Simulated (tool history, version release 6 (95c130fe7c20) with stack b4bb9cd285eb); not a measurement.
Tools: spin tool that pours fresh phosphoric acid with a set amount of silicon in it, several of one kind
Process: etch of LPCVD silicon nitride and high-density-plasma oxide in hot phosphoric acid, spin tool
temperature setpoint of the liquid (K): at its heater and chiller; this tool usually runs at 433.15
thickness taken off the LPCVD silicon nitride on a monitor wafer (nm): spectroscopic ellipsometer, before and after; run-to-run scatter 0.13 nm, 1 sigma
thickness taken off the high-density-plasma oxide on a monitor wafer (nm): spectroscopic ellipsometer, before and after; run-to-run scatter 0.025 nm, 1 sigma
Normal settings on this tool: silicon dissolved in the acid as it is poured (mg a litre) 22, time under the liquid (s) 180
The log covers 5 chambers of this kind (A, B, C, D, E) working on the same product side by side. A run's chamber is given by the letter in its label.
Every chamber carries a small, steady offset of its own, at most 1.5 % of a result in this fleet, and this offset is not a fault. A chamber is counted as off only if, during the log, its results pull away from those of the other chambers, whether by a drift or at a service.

run	hour	temperature setpoint of the liquid (K)	silicon dissolved in the acid as it is poured (mg a litre)	time under the liquid (s)	hours since the thermometer was replaced	hours since the dissolved silicon flow meter was replaced	hours since the heated supply line was repaired	read-back film thickness of the LPCVD silicon nitride reference wafer, read on the same gauge (nm)	read-back film thickness of the high-density-plasma oxide reference wafer, read on the same gauge (nm)	thickness taken off the LPCVD silicon nitride on a monitor wafer (nm)	thickness taken off the high-density-plasma oxide on a monitor wafer (nm)
1C	6.2	433.15	22	180	391.4	1650.1	2089.7	40.002	90.024	14.879	0.68468
2B	13.5	433.15	22	180	2385.6	816.3	159.2	40.019	90.015	14.984	0.71234
3E	17.4	433.15	22	180	127.1	1287.7	321.7	40.013	89.991	14.635	0.61729
4D	23.6	433.15	22	180	271.5	346.3	198.5	40.001	90.004	14.771	0.65723
5A	30.2	433.15	22	180	742.1	298.1	584.1	40.021	89.983	14.859	0.73798
6D	37.4	433.15	28.5	180	285.3	360.1	212.3	40.029	89.997	14.784	0.56822
7E	41.5	433.15	28.5	180	151.2	1311.8	345.8	39.997	89.993	14.771	0.54918
8A	49.9	433.15	28.5	180	761.8	317.8	603.8	40.002	90.012	14.811	0.57026
9B	54.6	433.15	28.5	180	2426.7	857.4	200.3	39.982	90.049	14.802	0.52314
10C	62.3	433.15	28.5	180	447.5	1706.2	2145.8	39.986	90.006	14.822	0.58105
11C	68.9	430.65	22	275	454.1	1712.8	2152.4	40.002	90.001	20.905	0.85559
12B	76.7	430.65	22	275	2448.8	879.5	222.4	39.976	89.983	20.644	0.88112
13A	81.8	430.65	22	275	793.7	349.7	635.7	40.007	90.003	20.584	0.89629
14E	87.4	430.65	22	275	197.1	1357.7	391.7	40.021	89.984	20.589	0.86521
15D	93.6	430.65	22	275	341.5	416.3	268.5	40.015	90.003	20.571	0.90239
16C	100.1	433.15	22	180	485.3	1744	2183.6	40.005	89.985	14.774	0.70108
# hour 106.9: chamber B: dissolved silicon flow meter replaced
17E	107.2	433.15	22	180	216.9	1377.5	411.5	40.009	89.996	14.853	0.70504
18D	114.1	433.15	22	180	362	436.8	289	40.003	89.992	14.811	0.68309
19A	121.4	435.65	30.5	180	833.3	389.3	675.3	40.011	90.054	16.11	0.65803
20B	129	435.65	30.5	180	2501.1	22.1	274.7	39.995	89.933	15.668	0.63049
21D	135.7	435.65	30.5	180	383.6	458.4	310.6	39.981	90.003	15.815	0.57029
22B	139.7	435.65	30.5	180	2511.8	32.8	285.4	39.992	90.041	15.919	0.61768
23E	147.1	435.65	30.5	180	256.8	1417.4	451.4	39.997	90.031	16.249	0.57735
24A	153.2	433.15	22	180	865.1	421.1	707.1	39.993	90.024	14.632	0.74381
25C	161.8	433.15	22	80	547	1805.7	2245.3	39.996	89.991	6.6112	0.29019
26E	167.9	433.15	22	80	277.6	1438.2	472.2	39.966	89.964	6.6383	0.31917
27C	175.9	433.15	22	80	561.1	1819.8	2259.4	39.994	90.024	6.5861	0.29793
28D	180.1	433.15	22	80	428	502.8	355	40.005	90.027	6.5402	0.30507
29B	184	433.15	22	80	2556.1	77.1	329.7	39.995	90.038	6.6133	0.29953
30A	191.7	433.15	22	180	903.6	459.6	745.6	39.992	90.03	15.007	0.69256

One chamber off, gauge drift, or nothing amiss beyond the chambers' own small offsets? If it is a chamber, which one, and what is the likeliest cause?

Beyond each chamber's small constant offset nothing stands out, and the gauge stays steady.
